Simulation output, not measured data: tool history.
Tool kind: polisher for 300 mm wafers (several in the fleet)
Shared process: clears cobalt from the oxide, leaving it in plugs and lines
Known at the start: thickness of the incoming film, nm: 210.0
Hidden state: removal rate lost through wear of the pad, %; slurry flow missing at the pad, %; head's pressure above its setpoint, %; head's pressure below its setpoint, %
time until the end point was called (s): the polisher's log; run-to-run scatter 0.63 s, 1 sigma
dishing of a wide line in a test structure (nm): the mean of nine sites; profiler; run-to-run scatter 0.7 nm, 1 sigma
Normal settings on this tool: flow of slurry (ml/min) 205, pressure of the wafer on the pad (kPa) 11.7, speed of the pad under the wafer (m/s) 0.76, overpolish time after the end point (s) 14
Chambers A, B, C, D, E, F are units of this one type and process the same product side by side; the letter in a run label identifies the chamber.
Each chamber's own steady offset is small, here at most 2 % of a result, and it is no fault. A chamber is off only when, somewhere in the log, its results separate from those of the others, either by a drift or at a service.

| run | hour | flow of slurry (ml/min) | pressure of the wafer on the pad (kPa) | speed of the pad under the wafer (m/s) | overpolish time after the end point (s) | wafers polished on this pad | hours since the slurry nozzle was cleaned | hours since the head pressure was calibrated | time until the end point was called (s) | dishing of a wide line in a test structure (nm) |
|---|---|---|---|---|---|---|---|---|---|---|
|  | 2.3 | chamber E: worn pad replaced by a new one |
| 1A | 9.3 | 205 | 11.7 | 0.76 | 14 | 1420 | 584.1 | 679.2 | 79.715 | 31.287 |
|  | 12.9 | chamber A: worn pad replaced by a new one |
| 2F | 17.6 | 205 | 11.7 | 0.76 | 14 | 844 | 607.7 | 1293.1 | 76.471 | 30.662 |
|  | 22.4 | chamber F: worn pad replaced by a new one |
| 3E | 29.3 | 205 | 11.7 | 0.76 | 14 | 298 | 33.1 | 666.4 | 77.679 | 30.144 |
|  | 36.7 | chamber F: head pressure recalibrated |
| 4B | 39.4 | 205 | 11.7 | 0.76 | 14 | 557 | 174.6 | 843.7 | 78.431 | 30.691 |
|  | 42.4 | chamber F: slurry nozzle cleaned |
| 5C | 49.7 | 205 | 11.7 | 0.76 | 14 | 1030 | 392.4 | 365.4 | 76.645 | 31.931 |
|  | 51.8 | chamber C: worn pad replaced by a new one |
|  | 56.1 | chamber B: slurry nozzle cleaned |
|  | 56.5 | chamber E: head pressure recalibrated |
| 6D | 60.5 | 205 | 11.7 | 0.76 | 14 | 792 | 119.8 | 200.2 | 78.01 | 31.909 |
| 7F | 69.5 | 150 | 11.7 | 0.76 | 14 | 520 | 27.1 | 32.8 | 80.335 | 28.893 |
| 8B | 75.4 | 150 | 11.7 | 0.76 | 14 | 956 | 19.4 | 879.7 | 81.501 | 29.704 |
| 9A | 81.5 | 150 | 11.7 | 0.76 | 14 | 759 | 656.3 | 751.4 | 81.57 | 30.208 |
|  | 81.8 | chamber E: worn pad replaced by a new one |
| 10D | 89 | 150 | 11.7 | 0.76 | 14 | 1107 | 148.3 | 228.7 | 80.967 | 29.332 |
|  | 89.1 | chamber F: worn pad replaced by a new one |
|  | 92.2 | chamber D: worn pad replaced by a new one |
| 11C | 95.5 | 150 | 11.7 | 0.76 | 14 | 484 | 438.2 | 411.2 | 80.048 | 28.621 |
| 12E | 104.2 | 150 | 11.7 | 0.76 | 14 | 248 | 108 | 47.7 | 81.751 | 29.65 |
|  | 111.8 | chamber B: worn pad replaced by a new one |
| 13D | 116.5 | 205 | 11.7 | 0.76 | 14 | 269 | 175.8 | 256.2 | 78.189 | 32.338 |
|  | 118.3 | chamber C: slurry nozzle cleaned |
| 14A | 128 | 205 | 11.7 | 0.76 | 14 | 1273 | 702.8 | 797.9 | 78.082 | 30.655 |
| 15F | 138.2 | 205 | 11.7 | 0.76 | 14 | 543 | 95.8 | 101.5 | 78.416 | 29.915 |
|  | 141.2 | chamber A: worn pad replaced by a new one |
| 16C | 144.6 | 180 | 8.3 | 0.76 | 14 | 1027 | 26.3 | 460.3 | 110 | 23.033 |
|  | 146.8 | chamber A: slurry nozzle cleaned |
| 17E | 154.5 | 180 | 8.3 | 0.76 | 14 | 804 | 158.3 | 98 | 112.31 | 23.47 |
| 18B | 167 | 180 | 8.3 | 0.76 | 14 | 611 | 111 | 971.3 | 112.22 | 23.174 |
|  | 170.4 | chamber E: worn pad replaced by a new one |
|  | 170.6 | chamber F: worn pad replaced by a new one |
|  | 172 | chamber B: head pressure recalibrated |
|  | 173 | chamber C: worn pad replaced by a new one |
| 19B | 173.5 | 180 | 8.3 | 0.76 | 14 | 682 | 117.5 | 1.6 | 118.67 | 21.77 |
| 20E | 185.6 | 180 | 8.3 | 0.76 | 14 | 168 | 189.4 | 129.1 | 110.99 | 23.113 |
| 21D | 191.9 | 180 | 8.3 | 0.76 | 14 | 1103 | 251.2 | 331.6 | 113.3 | 22 |
|  | 197.9 | chamber C: head pressure recalibrated |
|  | 198.2 | chamber D: worn pad replaced by a new one |
| 22A | 204.9 | 205 | 11.7 | 0.76 | 14 | 704 | 58.1 | 874.8 | 78.431 | 31.494 |
| 23C | 211.8 | 205 | 11.7 | 0.76 | 14 | 429 | 93.5 | 13.9 | 76.234 | 31.118 |
| 24F | 220.9 | 205 | 11.7 | 0.76 | 14 | 556 | 178.5 | 184.2 | 78.362 | 30.552 |
| 25E | 232.5 | 205 | 11.7 | 1 | 14 | 686 | 236.3 | 176 | 59.268 | 37.821 |
|  | 237.9 | chamber F: worn pad replaced by a new one |
| 26D | 244.4 | 205 | 11.7 | 1 | 14 | 511 | 303.7 | 384.1 | 59.325 | 38.66 |
|  | 247 | chamber B: worn pad replaced by a new one |
|  | 249.5 | chamber A: worn pad replaced by a new one |
|  | 249.8 | chamber B: slurry nozzle cleaned |
| 27A | 250.3 | 205 | 11.7 | 1 | 14 | 9 | 103.5 | 920.2 | 59.936 | 38.998 |
| 28F | 257.5 | 205 | 11.7 | 1 | 14 | 217 | 215.1 | 220.8 | 58.338 | 37.266 |
|  | 266.7 | chamber E: worn pad replaced by a new one |
| 29C | 270.8 | 205 | 11.7 | 1 | 14 | 1081 | 152.5 | 72.9 | 58.945 | 37.703 |
| 30B | 280.2 | 205 | 11.7 | 1 | 14 | 367 | 30.5 | 108.3 | 65.122 | 35.283 |
| 31F | 286.9 | 205 | 11.7 | 0.76 | 14 | 542 | 244.5 | 250.2 | 77.702 | 31.058 |
|  | 287.4 | chamber C: worn pad replaced by a new one |
|  | 292.1 | chamber D: head pressure recalibrated |
|  | 299.2 | chamber D: worn pad replaced by a new one |
| 32B | 299.2 | 205 | 11.7 | 0.76 | 7 | 577 | 49.5 | 127.3 | 84.124 | 15.753 |
|  | 304.9 | chamber D: slurry nozzle cleaned |
| 33C | 305.1 | 205 | 11.7 | 0.76 | 7 | 196 | 186.8 | 107.2 | 76.057 | 16.789 |
| 34A | 317.3 | 205 | 11.7 | 0.76 | 7 | 750 | 170.5 | 987.2 | 79.008 | 16.907 |
| 35D | 330.3 | 205 | 11.7 | 0.76 | 7 | 344 | 25.5 | 38.2 | 77.076 | 16.762 |
| 36E | 340.6 | 205 | 11.7 | 0.76 | 7 | 817 | 344.4 | 284.1 | 77.475 | 17.204 |

Is one chamber off against the others, does the gauge drift, or is nothing wrong? If a chamber is off, say which, and what the likeliest cause is.

Chamber B came out of a service off from its peers and stayed that way.
Likeliest cause: head's pressure below its setpoint, % = 7.5.

Which of the 4 candidates below, each the usual settings with something changed and its results left as question marks, puts chamber B back in line with what the other chambers give on the usual settings?
In line here means within this much of the mean the other chambers give on the usual settings: time until the end point was called (s) 2.2; dishing of a wide line in a test structure (nm) 2.5
| 37B-1 | 350.1 | 205 | 11 | 0.74 | 14 |  |  |  | ? | ? |
| 37B-2 | 350.1 | 205 | 11.7 | 0.74 | 14 |  |  |  | ? | ? |
| 37B-3 | 350.1 | 205 | 11.7 | 0.78 | 14 |  |  |  | ? | ? |
| 37B-4 | 350.1 | 205 | 12.4 | 0.78 | 14 |  |  |  | ? | ? |

The mean the other chambers reach with the usual settings: time until the end point was called (s) 77.625; dishing of a wide line in a test structure (nm) 30.88
| run | time until the end point was called (s) | dishing of a wide line in a test structure (nm) |
|---|---|---|
| 37B-1 | 92.048 | 27.177 |
| 37B-2 | 86.715 | 28.555 |
| 37B-3 | 82.203 | 29.834 |
| 37B-4 | 77.701 | 31.226 |
37B-4 puts the chamber back in line with the other chambers.
